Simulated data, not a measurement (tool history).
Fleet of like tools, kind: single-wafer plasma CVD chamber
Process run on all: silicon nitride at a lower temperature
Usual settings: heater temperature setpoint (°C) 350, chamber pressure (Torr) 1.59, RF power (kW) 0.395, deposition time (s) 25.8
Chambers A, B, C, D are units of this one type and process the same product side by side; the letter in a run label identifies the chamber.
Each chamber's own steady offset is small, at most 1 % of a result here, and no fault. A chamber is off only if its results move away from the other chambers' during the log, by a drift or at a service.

run	day	heater temperature setpoint (°C)	chamber pressure (Torr)	RF power (kW)	deposition time (s)	hours since the last thermocouple change	hours since the last RF generator calibration	hours since the last manometer calibration	read-back reference wafer on the same gauge, thickness_nm	mean film thickness on the monitor wafer (Å)
1D	0.204	350	1.59	0.395	25.8	738.9	1007.9	449.3	33.594	360.29
2B	0.592	350	1.59	0.395	25.8	730.8	1090.9	454.6	33.576	365.31
3C	0.929	350	1.59	0.395	25.8	1218.6	98.7	438.9	33.605	363.94
4A	1.333	350	1.59	0.395	25.8	216.7	301.5	1966.1	33.61	362.99
5B	1.683	350	1.59	0.395	25.8	757	1117.1	480.8	33.61	362.42
6A	2.083	350	1.59	0.395	25.8	234.7	319.5	1984.1	33.617	358.33
7C	2.488	350	1.59	0.395	25.8	1256	136.1	476.3	33.591	361.8
8D	2.871	350	1.59	0.395	25.8	802.9	1071.9	513.3	33.589	360.9
9A	3.054	350	1.38	0.395	22.8	258	342.8	2007.4	33.588	306.37
10D	3.292	350	1.38	0.395	22.8	813	1082	523.4	33.592	305.81
11B	3.604	350	1.38	0.395	22.8	803.1	1163.2	526.9	33.617	306.45
12C	3.908	350	1.38	0.395	22.8	1290.1	170.2	510.4	33.607	309.45
13A	4.242	350	1.59	0.395	25.8	286.5	371.3	2035.9	33.578	360.15
14D	4.433	350	1.59	0.395	25.8	840.4	1109.4	550.8	33.592	357.82
15C	4.833	350	1.59	0.395	25.8	1312.3	192.4	532.6	33.603	364.92
16B	5.212	336	1.59	0.395	25.8	841.7	1201.8	565.5	33.635	364.86
17C	5.483	336	1.59	0.395	25.8	1327.9	208	548.2	33.585	368.3
18B	5.788	336	1.59	0.395	25.8	855.5	1215.6	579.3	33.59	364.28
19A	6.117	336	1.59	0.395	25.8	331.5	416.3	2080.9	33.587	358.18
20D	6.308	350	1.59	0.395	25.8	885.4	1154.4	595.8	33.606	360.35
21D	6.496	350	1.59	0.395	25.8	889.9	1158.9	600.3	33.586	360.85
22A	6.725	355	1.3	0.395	25.8	346.1	430.9	2095.5	33.624	334.07
# day 6.817: chamber D: thermocouple changed; heater temperature recalibrated
23B	6.958	355	1.3	0.395	25.8	883.6	1243.7	607.4	33.599	342.39
24C	7.325	355	1.3	0.395	25.8	1372.1	252.2	592.4	33.586	345.74
25C	7.642	355	1.3	0.395	25.8	1379.7	259.8	600	33.568	344.65
26A	7.846	350	1.59	0.395	25.8	373	457.8	2122.4	33.605	350.7
27D	8.188	350	1.59	0.395	25.8	32.9	1199.5	640.9	33.6	360.92
28B	8.579	350	1.59	0.395	25.8	922.5	1282.6	646.3	33.592	360.64
29A	9	350	1.59	0.395	25.8	400.7	485.5	2150.1	33.604	348.73
30D	9.35	350	1.59	0.395	25.8	60.8	1227.4	668.8	33.586	358.7
31B	9.558	350	1.59	0.395	25.8	946	1306.1	669.8	33.588	361.49
32C	9.883	350	1.59	0.34	29.9	1433.5	313.6	653.8	33.627	385.89
33D	10.167	350	1.59	0.34	29.9	80.4	1247	688.4	33.631	377.91

The same settings go to every chamber for the next run, one line per chamber below. Forecast the results for each:
34A	10.467	350	1.59	0.395	25.8					?
34B	10.467	350	1.59	0.395	25.8					?
34C	10.467	350	1.59	0.395	25.8					?
34D	10.467	350	1.59	0.395	25.8					?

run	mean film thickness on the monitor wafer (Å)
34A	344.39
34B	363.57
34C	364.21
34D	357.52
